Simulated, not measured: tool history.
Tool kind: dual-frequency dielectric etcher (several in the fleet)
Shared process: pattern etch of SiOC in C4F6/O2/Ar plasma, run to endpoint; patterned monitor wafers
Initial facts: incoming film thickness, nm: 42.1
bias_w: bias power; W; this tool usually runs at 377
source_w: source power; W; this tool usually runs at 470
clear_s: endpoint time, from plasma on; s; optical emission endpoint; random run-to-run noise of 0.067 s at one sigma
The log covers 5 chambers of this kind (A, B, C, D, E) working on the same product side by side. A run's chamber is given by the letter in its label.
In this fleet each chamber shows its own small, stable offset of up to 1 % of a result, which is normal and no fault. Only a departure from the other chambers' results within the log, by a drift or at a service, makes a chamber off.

run	day	bias_w	source_w	clear_s
1A	0.508	377	470	14.824
2D	0.812	377	470	14.744
# day 1.062: chamber C: wet clean of the chamber
3C	1.067	377	470	14.764
4E	1.504	377	470	14.662
5B	1.95	377	470	14.612
6C	2.35	377	470	14.7
7B	2.904	377	470	14.738
8A	3.425	377	470	14.807
9D	3.683	377	470	14.912
10E	4.042	377	470	14.761
11C	4.588	377	470	14.725
12B	5.154	377	470	14.688
13A	5.442	329	540	14.732
14E	5.908	329	540	14.639
15D	6.388	329	540	14.873
16A	6.658	329	540	14.677
# day 7.004: chamber A: wet clean of the chamber
17B	7.158	329	540	14.576
18E	7.629	377	470	14.704
19D	7.958	452	550	13.161
20C	8.45	452	550	13.045
21E	8.842	452	550	13.005
22A	9.142	452	550	13.494
23B	9.542	452	550	13.006
# day 9.95: chamber B: source power generator calibrated
24C	10.096	348	390	16.336
25D	10.592	348	390	16.508
26B	10.925	348	390	16.212
27C	11.338	348	390	16.346
28D	11.912	348	390	16.415
# day 12.2: chamber E: wet clean of the chamber
29A	12.2	377	470	15.362
30E	12.546	377	430	15.196
31D	12.875	377	430	15.465
32E	13.258	377	430	15.096
33A	13.512	377	430	15.805
34C	13.979	377	430	15.246
35B	14.304	377	470	14.615
36A	14.746	377	470	15.211
37B	15.175	377	470	14.63

Each of the 5 chambers runs these same settings next. Fill in every chamber's results:
38A	15.592	377	550	?
38B	15.592	377	550	?
38C	15.592	377	550	?
38D	15.592	377	550	?
38E	15.592	377	550	?

run	clear_s
38A	14.276
38B	13.827
38C	13.966
38D	14.041
38E	13.908
